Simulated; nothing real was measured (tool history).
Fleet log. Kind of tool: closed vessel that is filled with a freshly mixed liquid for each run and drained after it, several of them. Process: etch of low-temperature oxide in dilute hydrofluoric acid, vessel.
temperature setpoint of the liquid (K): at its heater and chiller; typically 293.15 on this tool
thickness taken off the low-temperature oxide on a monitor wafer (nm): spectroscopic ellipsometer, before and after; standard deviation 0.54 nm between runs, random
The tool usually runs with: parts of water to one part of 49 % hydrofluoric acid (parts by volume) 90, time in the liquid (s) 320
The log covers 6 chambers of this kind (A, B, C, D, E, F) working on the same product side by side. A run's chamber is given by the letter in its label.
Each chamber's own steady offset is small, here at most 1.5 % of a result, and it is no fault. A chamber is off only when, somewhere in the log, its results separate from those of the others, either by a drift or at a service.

| run | day | temperature setpoint of the liquid (K) | parts of water to one part of 49 % hydrofluoric acid (parts by volume) | time in the liquid (s) | hours since the thermometer was replaced | hours since the hydrofluoric acid flow meter was replaced | read-back film thickness of the low-temperature oxide reference wafer, read on the same gauge (nm) | thickness taken off the low-temperature oxide on a monitor wafer (nm) |
|---|---|---|---|---|---|---|---|---|
| 1A | 0.242 | 293.15 | 90 | 320 | 1060.8 | 50.1 | 79.981 | 59.458 |
| 2B | 0.629 | 293.15 | 90 | 320 | 1336.3 | 421.4 | 80.002 | 60.729 |
| 3E | 0.871 | 293.15 | 90 | 320 | 948.9 | 1033.8 | 80.018 | 60.075 |
| 4C | 1.083 | 293.15 | 90 | 320 | 384.2 | 304.3 | 80.003 | 59.144 |
| 5F | 1.404 | 293.15 | 90 | 320 | 1976.5 | 230.8 | 80.009 | 60.123 |
| 6D | 1.717 | 293.15 | 90 | 320 | 693.0 | 421.4 | 80.012 | 59.625 |
| 7D | 2.150 | 293.15 | 90 | 320 | 703.4 | 431.8 | 80.006 | 60.261 |
| 8B | 2.471 | 293.15 | 90 | 320 | 1380.5 | 465.6 | 79.993 | 61.161 |
| 9C | 2.771 | 293.15 | 90 | 320 | 424.7 | 344.8 | 79.987 | 60.244 |
| 10F | 3.154 | 293.15 | 90 | 320 | 2018.5 | 272.8 | 80.002 | 58.518 |
| 11A | 3.508 | 293.15 | 90 | 320 | 1139.2 | 128.5 | 79.985 | 60.209 |
| 12E | 3.738 | 293.15 | 90 | 320 | 1017.7 | 1102.6 | 79.994 | 60.613 |
| 13E | 4.162 | 290.15 | 90 | 435 | 1027.9 | 1112.8 | 79.984 | 70.980 |
| 14D | 4.621 | 290.15 | 90 | 435 | 762.7 | 491.1 | 80.012 | 72.084 |
| 15B | 5.096 | 290.15 | 90 | 435 | 1443.5 | 528.6 | 80.002 | 71.870 |
| 16A | 5.408 | 290.15 | 90 | 435 | 1184.8 | 174.1 | 80.003 | 71.851 |
| 17F | 5.679 | 290.15 | 90 | 435 | 2079.1 | 333.4 | 80.001 | 70.949 |
| 18C | 6.158 | 290.15 | 90 | 435 | 506.0 | 426.1 | 80.028 | 71.364 |
| 19D | 6.492 | 293.15 | 90 | 320 | 807.6 | 536.0 | 79.979 | 59.731 |
| 20C | 6.746 | 293.15 | 90 | 320 | 520.1 | 440.2 | 80.012 | 60.276 |
| 21A | 7.062 | 293.15 | 90 | 320 | 1224.5 | 213.8 | 80.009 | 60.016 |
| 22B | 7.408 | 293.15 | 90 | 320 | 1499.0 | 584.1 | 80.030 | 59.973 |
| 23E | 7.792 | 293.15 | 90 | 320 | 1115.0 | 1199.9 | 79.983 | 57.675 |
| 24F | 8.254 | 294.65 | 90 | 320 | 2140.9 | 395.2 | 79.995 | 61.956 |
| 25D | 8.683 | 294.65 | 90 | 320 | 860.2 | 588.6 | 80.010 | 63.301 |
| 26E | 9.042 | 294.65 | 90 | 320 | 1145.0 | 1229.9 | 79.982 | 61.788 |
|  | 9.225 | chamber B: thermometer replaced |
| 27F | 9.512 | 294.65 | 90 | 320 | 2171.1 | 425.4 | 80.007 | 61.958 |
| 28A | 9.738 | 294.65 | 90 | 320 | 1288.7 | 278.0 | 79.979 | 64.199 |
| 29B | 10.071 | 294.65 | 90 | 320 | 20.3 | 648.0 | 80.001 | 65.410 |
| 30C | 10.400 | 293.15 | 90 | 320 | 607.8 | 527.9 | 80.007 | 59.207 |
| 31C | 10.875 | 293.15 | 90 | 320 | 619.2 | 539.3 | 80.017 | 60.043 |
| 32F | 11.333 | 293.15 | 90 | 320 | 2214.8 | 469.1 | 79.992 | 59.103 |
| 33B | 11.625 | 293.15 | 90 | 320 | 57.6 | 685.3 | 79.996 | 60.580 |
| 34D | 11.871 | 293.15 | 90 | 320 | 936.7 | 665.1 | 80.010 | 59.938 |
| 35E | 12.325 | 293.15 | 90 | 320 | 1223.8 | 1308.7 | 80.006 | 56.942 |
| 36A | 12.800 | 293.15 | 90 | 320 | 1362.2 | 351.5 | 80.003 | 60.437 |

Next, all 6 chambers run the settings below, one line each with question marks for the results. What does each chamber give?
| 37A | 13.154 | 293.15 | 90 | 140 |  |  |  | ? |
| 37B | 13.154 | 293.15 | 90 | 140 |  |  |  | ? |
| 37C | 13.154 | 293.15 | 90 | 140 |  |  |  | ? |
| 37D | 13.154 | 293.15 | 90 | 140 |  |  |  | ? |
| 37E | 13.154 | 293.15 | 90 | 140 |  |  |  | ? |
| 37F | 13.154 | 293.15 | 90 | 140 |  |  |  | ? |

| run | thickness taken off the low-temperature oxide on a monitor wafer (nm) |
|---|---|
| 37A | 26.564 |
| 37B | 26.850 |
| 37C | 25.997 |
| 37D | 26.260 |
| 37E | 24.121 |
| 37F | 25.965 |
